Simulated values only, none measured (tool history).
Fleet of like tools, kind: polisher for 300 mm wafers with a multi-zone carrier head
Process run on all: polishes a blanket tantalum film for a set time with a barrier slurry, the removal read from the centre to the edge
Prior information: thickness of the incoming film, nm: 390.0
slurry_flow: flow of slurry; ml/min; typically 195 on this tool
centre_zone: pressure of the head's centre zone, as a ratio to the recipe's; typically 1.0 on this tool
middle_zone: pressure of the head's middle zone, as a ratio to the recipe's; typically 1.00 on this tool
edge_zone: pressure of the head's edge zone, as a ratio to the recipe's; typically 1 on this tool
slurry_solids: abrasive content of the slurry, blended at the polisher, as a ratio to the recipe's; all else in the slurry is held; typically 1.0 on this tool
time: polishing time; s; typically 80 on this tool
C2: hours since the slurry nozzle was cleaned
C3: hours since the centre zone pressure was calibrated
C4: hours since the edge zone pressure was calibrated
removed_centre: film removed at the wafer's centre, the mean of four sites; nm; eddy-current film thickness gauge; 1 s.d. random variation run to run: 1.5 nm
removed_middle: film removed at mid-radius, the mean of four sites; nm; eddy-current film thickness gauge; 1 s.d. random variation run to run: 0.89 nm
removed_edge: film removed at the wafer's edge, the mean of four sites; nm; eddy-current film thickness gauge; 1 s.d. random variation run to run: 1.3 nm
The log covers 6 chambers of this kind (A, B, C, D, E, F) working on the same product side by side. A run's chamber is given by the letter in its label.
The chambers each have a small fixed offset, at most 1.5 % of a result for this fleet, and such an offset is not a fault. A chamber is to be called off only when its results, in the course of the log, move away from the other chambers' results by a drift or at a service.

At hour 5.9: chamber D: worn pad replaced by a new one.
Run 1C, hour 10.2: usual settings; wafers polished on this pad 239; C2 26.1; C3 752.2; C4 28.9. Result: removed_centre 108.000 nm, removed_middle 108.330 nm, removed_edge 108.050 nm.
At hour 15.3: chamber F: worn pad replaced by a new one.
Run 2E, hour 26.6: usual settings; wafers polished on this pad 1293; C2 271.7; C3 372.2; C4 344.0. Result: removed_centre 109.640 nm, removed_middle 107.220 nm, removed_edge 106.970 nm.
At hour 27.9: chamber D: slurry nozzle cleaned.
Run 3A, hour 38.5: usual settings; wafers polished on this pad 703; C2 192.6; C3 632.9; C4 408.0. Result: removed_centre 109.390 nm, removed_middle 108.840 nm, removed_edge 106.940 nm.
At hour 44.0: chamber E: worn pad replaced by a new one.
Run 4D, hour 51.2: usual settings; wafers polished on this pad 551; C2 23.3; C3 1074.0; C4 400.5. Result: removed_centre 108.500 nm, removed_middle 106.410 nm, removed_edge 110.010 nm.
Run 5F, hour 62.1: usual settings but centre_zone 1.1, time 53 s; wafers polished on this pad 569; C2 233.0; C3 669.6; C4 252.9. Result: removed_centre 78.683 nm, removed_middle 70.652 nm, removed_edge 71.720 nm.
At hour 65.7: chamber A: worn pad replaced by a new one.
Run 6B, hour 75.1: usual settings but centre_zone 1.1, time 53 s; wafers polished on this pad 1060; C2 505.6; C3 516.1; C4 94.4. Result: removed_centre 78.794 nm, removed_middle 70.847 nm, removed_edge 71.910 nm.
Run 7A, hour 85.0: usual settings but centre_zone 1.1, time 53 s; wafers polished on this pad 234; C2 239.1; C3 679.4; C4 454.5. Result: removed_centre 79.394 nm, removed_middle 72.270 nm, removed_edge 71.677 nm.
At hour 86.9: chamber E: edge zone pressure recalibrated.
At hour 93.3: chamber C: worn pad replaced by a new one.
At hour 96.8: chamber B: worn pad replaced by a new one.
Run 8D, hour 98.9: usual settings but centre_zone 1.1, time 53 s; wafers polished on this pad 1132; C2 71.0; C3 1121.7; C4 448.2. Result: removed_centre 80.778 nm, removed_middle 70.594 nm, removed_edge 69.454 nm.
At hour 105.5: chamber D: worn pad replaced by a new one.
Run 9C, hour 114.3: usual settings but centre_zone 1.1, time 53 s; wafers polished on this pad 256; C2 130.2; C3 856.3; C4 133.0. Result: removed_centre 79.642 nm, removed_middle 72.324 nm, removed_edge 72.290 nm.
At hour 119.0: chamber F: worn pad replaced by a new one.
Run 10B, hour 126.3: usual settings but centre_zone 1.1, time 53 s; wafers polished on this pad 359; C2 556.8; C3 567.3; C4 145.6. Result: removed_centre 78.517 nm, removed_middle 71.306 nm, removed_edge 70.890 nm.
At hour 135.1: chamber B: centre zone pressure recalibrated.
At hour 140.4: chamber A: slurry nozzle cleaned.
Run 11F, hour 140.8: usual settings; wafers polished on this pad 265; C2 311.7; C3 748.3; C4 331.6. Result: removed_centre 106.970 nm, removed_middle 106.250 nm, removed_edge 109.180 nm.
At hour 149.2: chamber B: slurry nozzle cleaned.
Run 12E, hour 156.7: usual settings; wafers polished on this pad 1370; C2 401.8; C3 502.3; C4 69.9. Result: removed_centre 110.500 nm, removed_middle 110.030 nm, removed_edge 109.240 nm.
Run 13E, hour 163.9: usual settings; wafers polished on this pad 1458; C2 409.0; C3 509.5; C4 77.1. Result: removed_centre 106.310 nm, removed_middle 109.740 nm, removed_edge 110.190 nm.
At hour 169.9: chamber E: worn pad replaced by a new one.
At hour 170.1: chamber A: worn pad replaced by a new one.
Run 14A, hour 173.5: usual settings; wafers polished on this pad 41; C2 33.1; C3 767.9; C4 543.0. Result: removed_centre 107.920 nm, removed_middle 108.950 nm, removed_edge 107.440 nm.
Run 15F, hour 183.7: usual settings; wafers polished on this pad 787; C2 354.6; C3 791.2; C4 374.5. Result: removed_centre 109.620 nm, removed_middle 106.310 nm, removed_edge 109.030 nm.
At hour 184.2: chamber B: worn pad replaced by a new one.
Run 16B, hour 199.0: usual settings; wafers polished on this pad 180; C2 49.9; C3 64.0; C4 218.3. Result: removed_centre 107.460 nm, removed_middle 109.000 nm, removed_edge 105.400 nm.
At hour 203.5: chamber C: worn pad replaced by a new one.
At hour 205.1: chamber D: worn pad replaced by a new one.
Run 17C, hour 215.0: usual settings; wafers polished on this pad 140; C2 230.9; C3 957.0; C4 233.7. Result: removed_centre 109.570 nm, removed_middle 107.390 nm, removed_edge 109.220 nm.
Run 18D, hour 227.7: usual settings; wafers polished on this pad 276; C2 199.8; C3 1250.5; C4 577.0. Result: removed_centre 108.710 nm, removed_middle 107.790 nm, removed_edge 107.050 nm.
At hour 228.4: chamber F: slurry nozzle cleaned.
At hour 228.6: chamber F: worn pad replaced by a new one.
Run 19B, hour 240.0: usual settings but slurry_flow 155 ml/min; wafers polished on this pad 678; C2 90.9; C3 105.0; C4 259.3. Result: removed_centre 102.640 nm, removed_middle 103.880 nm, removed_edge 104.650 nm.
At hour 243.9: chamber A: edge zone pressure recalibrated.
Run 20C, hour 254.6: usual settings but slurry_flow 155 ml/min; wafers polished on this pad 621; C2 270.5; C3 996.6; C4 273.3. Result: removed_centre 106.000 nm, removed_middle 104.800 nm, removed_edge 105.040 nm.
Run 21D, hour 264.8: usual settings but slurry_flow 155 ml/min; wafers polished on this pad 727; C2 236.9; C3 1287.6; C4 614.1. Result: removed_centre 104.710 nm, removed_middle 101.420 nm, removed_edge 106.110 nm.
At hour 272.9: chamber A: worn pad replaced by a new one.
At hour 273.6: chamber B: edge zone pressure recalibrated.
At hour 275.1: chamber B: worn pad replaced by a new one.
Run 22A, hour 280.2: usual settings but slurry_flow 155 ml/min; wafers polished on this pad 89; C2 139.8; C3 874.6; C4 36.4. Result: removed_centre 102.750 nm, removed_middle 105.080 nm, removed_edge 105.890 nm.
At hour 284.2: chamber C: centre zone pressure recalibrated.
At hour 285.1: chamber E: slurry nozzle cleaned.
At hour 287.7: chamber E: worn pad replaced by a new one.
Run 23F, hour 296.4: usual settings but slurry_flow 155 ml/min; wafers polished on this pad 824; C2 68.1; C3 903.9; C4 487.2. Result: removed_centre 102.770 nm, removed_middle 104.670 nm, removed_edge 104.270 nm.
At hour 297.8: chamber C: worn pad replaced by a new one.
At hour 308.1: chamber F: centre zone pressure recalibrated.
Run 24E, hour 311.1: usual settings but slurry_flow 155 ml/min; wafers polished on this pad 285; C2 26.0; C3 656.7; C4 224.3. Result: removed_centre 103.400 nm, removed_middle 104.880 nm, removed_edge 105.410 nm.
At hour 313.7: chamber D: worn pad replaced by a new one.
Run 25A, hour 319.0: usual settings; wafers polished on this pad 560; C2 178.6; C3 913.4; C4 75.2. Result: removed_centre 106.020 nm, removed_middle 108.160 nm, removed_edge 108.650 nm.
Run 26D, hour 331.0: usual settings; wafers polished on this pad 211; C2 303.1; C3 1353.8; C4 680.3. Result: removed_centre 108.890 nm, removed_middle 106.640 nm, removed_edge 107.610 nm.
At hour 336.2: chamber E: centre zone pressure recalibrated.
At hour 338.8: chamber F: worn pad replaced by a new one.
Run 27F, hour 340.7: usual settings; wafers polished on this pad 23; C2 112.4; C3 32.6; C4 531.5. Result: removed_centre 111.120 nm, removed_middle 107.410 nm, removed_edge 111.580 nm.
Run 28E, hour 356.9: usual settings but slurry_flow 225 ml/min, time 98 s; wafers polished on this pad 841; C2 71.8; C3 20.7; C4 270.1. Result: removed_centre 134.640 nm, removed_middle 136.180 nm, removed_edge 135.190 nm.
At hour 367.2: chamber B: worn pad replaced by a new one.
Run 29B, hour 371.0: usual settings but slurry_flow 225 ml/min, time 98 s; wafers polished on this pad 47; C2 221.9; C3 236.0; C4 97.5. Result: removed_centre 136.830 nm, removed_middle 135.110 nm, removed_edge 133.560 nm.
At hour 379.5: chamber A: worn pad replaced by a new one.
Run 30C, hour 380.6: usual settings but slurry_flow 225 ml/min, time 98 s; wafers polished on this pad 1007; C2 396.5; C3 96.5; C4 399.3. Result: removed_centre 134.840 nm, removed_middle 135.250 nm, removed_edge 135.580 nm.
At hour 381.2: chamber D: slurry nozzle cleaned.
At hour 386.3: chamber E: worn pad replaced by a new one.
At hour 387.5: chamber A: slurry nozzle cleaned.
Run 31D, hour 394.0: usual settings but slurry_flow 225 ml/min, time 98 s; wafers polished on this pad 977; C2 12.8; C3 1416.8; C4 743.3. Result: removed_centre 133.980 nm, removed_middle 134.540 nm, removed_edge 134.930 nm.
Run 32E, hour 403.8: usual settings but slurry_flow 225 ml/min, time 98 s; wafers polished on this pad 213; C2 118.7; C3 67.6; C4 317.0. Result: removed_centre 137.870 nm, removed_middle 135.860 nm, removed_edge 133.870 nm.
At hour 405.6: chamber C: worn pad replaced by a new one.
Run 33B, hour 415.0: usual settings but slurry_flow 225 ml/min, time 98 s; wafers polished on this pad 582; C2 265.9; C3 280.0; C4 141.5. Result: removed_centre 135.180 nm, removed_middle 134.710 nm, removed_edge 135.400 nm.
At hour 419.4: chamber D: worn pad replaced by a new one.
Run 34C, hour 423.4: usual settings; wafers polished on this pad 216; C2 439.3; C3 139.3; C4 442.1. Result: removed_centre 108.990 nm, removed_middle 107.610 nm, removed_edge 109.070 nm.
At hour 437.9: chamber F: worn pad replaced by a new one.
Run 35A, hour 440.2: usual settings; wafers polished on this pad 738; C2 52.8; C3 1034.6; C4 196.4. Result: removed_centre 105.100 nm, removed_middle 108.650 nm, removed_edge 108.370 nm.
Run 36F, hour 449.3: usual settings; wafers polished on this pad 139; C2 221.0; C3 141.2; C4 640.1. Result: removed_centre 109.440 nm, removed_middle 107.270 nm, removed_edge 109.160 nm.
Run 37B, hour 457.9: usual settings; wafers polished on this pad 1104; C2 308.8; C3 322.9; C4 184.4. Result: removed_centre 110.560 nm, removed_middle 108.210 nm, removed_edge 106.380 nm.
Run 38D, hour 467.0: usual settings but middle_zone 0.94; wafers polished on this pad 580; C2 85.8; C3 1489.8; C4 816.3. Result: removed_centre 107.940 nm, removed_middle 100.150 nm, removed_edge 107.890 nm.
Run 39E, hour 477.5: usual settings but middle_zone 0.94; wafers polished on this pad 1109; C2 192.4; C3 141.3; C4 390.7. Result: removed_centre 108.450 nm, removed_middle 103.980 nm, removed_edge 108.670 nm.
Run 40A, hour 485.7: usual settings but middle_zone 0.94; wafers polished on this pad 1291; C2 98.3; C3 1080.1; C4 241.9. Result: removed_centre 109.100 nm, removed_middle 103.370 nm, removed_edge 108.450 nm.

Does one chamber stand apart from the rest, does the shared gauge drift, or is all well apart from small per-chamber offsets? Give the chamber and the most likely cause, where there is one.

Beyond each chamber's small constant offset nothing stands out, and the gauge stays steady.
